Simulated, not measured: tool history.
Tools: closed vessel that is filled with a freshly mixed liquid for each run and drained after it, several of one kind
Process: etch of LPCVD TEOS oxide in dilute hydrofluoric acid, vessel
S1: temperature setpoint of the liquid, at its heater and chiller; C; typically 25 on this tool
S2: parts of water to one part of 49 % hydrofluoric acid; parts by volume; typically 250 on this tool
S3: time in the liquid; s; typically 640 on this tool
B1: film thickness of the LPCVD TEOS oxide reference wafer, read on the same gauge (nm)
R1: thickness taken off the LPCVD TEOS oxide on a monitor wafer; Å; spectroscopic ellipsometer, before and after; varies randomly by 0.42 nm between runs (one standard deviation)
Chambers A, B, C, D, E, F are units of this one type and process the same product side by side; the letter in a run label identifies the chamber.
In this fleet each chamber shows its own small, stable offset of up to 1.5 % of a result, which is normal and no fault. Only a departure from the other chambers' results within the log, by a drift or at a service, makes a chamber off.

| run | hour | S1 | S2 | S3 | B1 | R1 |
|---|---|---|---|---|---|---|
| 1D | 4.5 | 25 | 250 | 640 | 110.02 | 550.5 |
| 2B | 10.2 | 25 | 250 | 640 | 109.98 | 562.23 |
| 3A | 13.5 | 25 | 250 | 640 | 110.01 | 553.76 |
| 4F | 18 | 25 | 250 | 640 | 109.99 | 560.26 |
| 5C | 21.3 | 25 | 250 | 640 | 109.98 | 556.8 |
| 6E | 27.2 | 25 | 250 | 640 | 109.99 | 558.58 |
| 7A | 32.8 | 25 | 250 | 640 | 110.02 | 563.77 |
| 8E | 39.9 | 28.5 | 250 | 375 | 110 | 366.39 |
| 9D | 44.6 | 28.5 | 250 | 375 | 110 | 367.87 |
|  | 46.1 | chamber A: hydrofluoric acid flow meter replaced |
| 10B | 51.1 | 28.5 | 250 | 375 | 109.96 | 371.22 |
| 11F | 55.2 | 28.5 | 250 | 375 | 109.99 | 370.5 |
| 12C | 62.6 | 28.5 | 250 | 375 | 110.02 | 373.56 |
|  | 68.2 | chamber F: thermometer replaced |
| 13A | 69.7 | 28.5 | 250 | 375 | 109.99 | 363.92 |
| 14F | 76.6 | 25 | 250 | 640 | 110 | 557.79 |
| 15E | 80.2 | 25 | 250 | 640 | 109.99 | 563.57 |
| 16D | 85 | 25 | 250 | 640 | 110.02 | 553.88 |
|  | 85.2 | chamber C: thermometer replaced |
| 17C | 88.4 | 25 | 250 | 640 | 110 | 555.52 |
| 18B | 93 | 25 | 250 | 640 | 110 | 575.12 |
| 19C | 97.6 | 25 | 250 | 640 | 109.99 | 560.96 |
| 20B | 103.7 | 25 | 250 | 640 | 110.01 | 569.09 |
| 21E | 109 | 25 | 250 | 640 | 110.01 | 567.29 |
| 22D | 113 | 25 | 250 | 640 | 110.02 | 555.55 |
| 23F | 120.2 | 25 | 250 | 640 | 109.99 | 556.96 |
| 24A | 127.4 | 25 | 250 | 640 | 110.02 | 554.78 |
| 25B | 134.2 | 22.5 | 250 | 640 | 110.01 | 538.6 |
| 26D | 141.2 | 22.5 | 250 | 640 | 110.04 | 502.6 |
| 27F | 145.8 | 22.5 | 250 | 640 | 109.99 | 504.95 |
| 28E | 152.3 | 22.5 | 250 | 640 | 109.99 | 516.85 |
| 29A | 156.4 | 22.5 | 250 | 640 | 109.99 | 509.55 |
| 30C | 162.2 | 22.5 | 250 | 640 | 109.96 | 505.08 |
| 31C | 167.7 | 25 | 250 | 640 | 110.03 | 564.3 |
| 32A | 171.1 | 25 | 250 | 640 | 109.94 | 557.85 |
| 33D | 177.2 | 25 | 250 | 640 | 110 | 556.06 |
| 34B | 184.5 | 25 | 250 | 640 | 110.02 | 594 |
| 35E | 189.9 | 25 | 250 | 640 | 110 | 563.37 |
| 36F | 193.5 | 20.5 | 250 | 525 | 110.02 | 385.91 |
| 37D | 200.1 | 20.5 | 250 | 525 | 110.02 | 386.23 |

Each of the 6 chambers runs these same settings next. Fill in every chamber's results:
| 38A | 205.4 | 26.5 | 250 | 640 |  | ? |
| 38B | 205.4 | 26.5 | 250 | 640 |  | ? |
| 38C | 205.4 | 26.5 | 250 | 640 |  | ? |
| 38D | 205.4 | 26.5 | 250 | 640 |  | ? |
| 38E | 205.4 | 26.5 | 250 | 640 |  | ? |
| 38F | 205.4 | 26.5 | 250 | 640 |  | ? |

| run | R1 |
|---|---|
| 38A | 578.4 |
| 38B | 634.97 |
| 38C | 586.05 |
| 38D | 580.17 |
| 38E | 592.08 |
| 38F | 582.45 |

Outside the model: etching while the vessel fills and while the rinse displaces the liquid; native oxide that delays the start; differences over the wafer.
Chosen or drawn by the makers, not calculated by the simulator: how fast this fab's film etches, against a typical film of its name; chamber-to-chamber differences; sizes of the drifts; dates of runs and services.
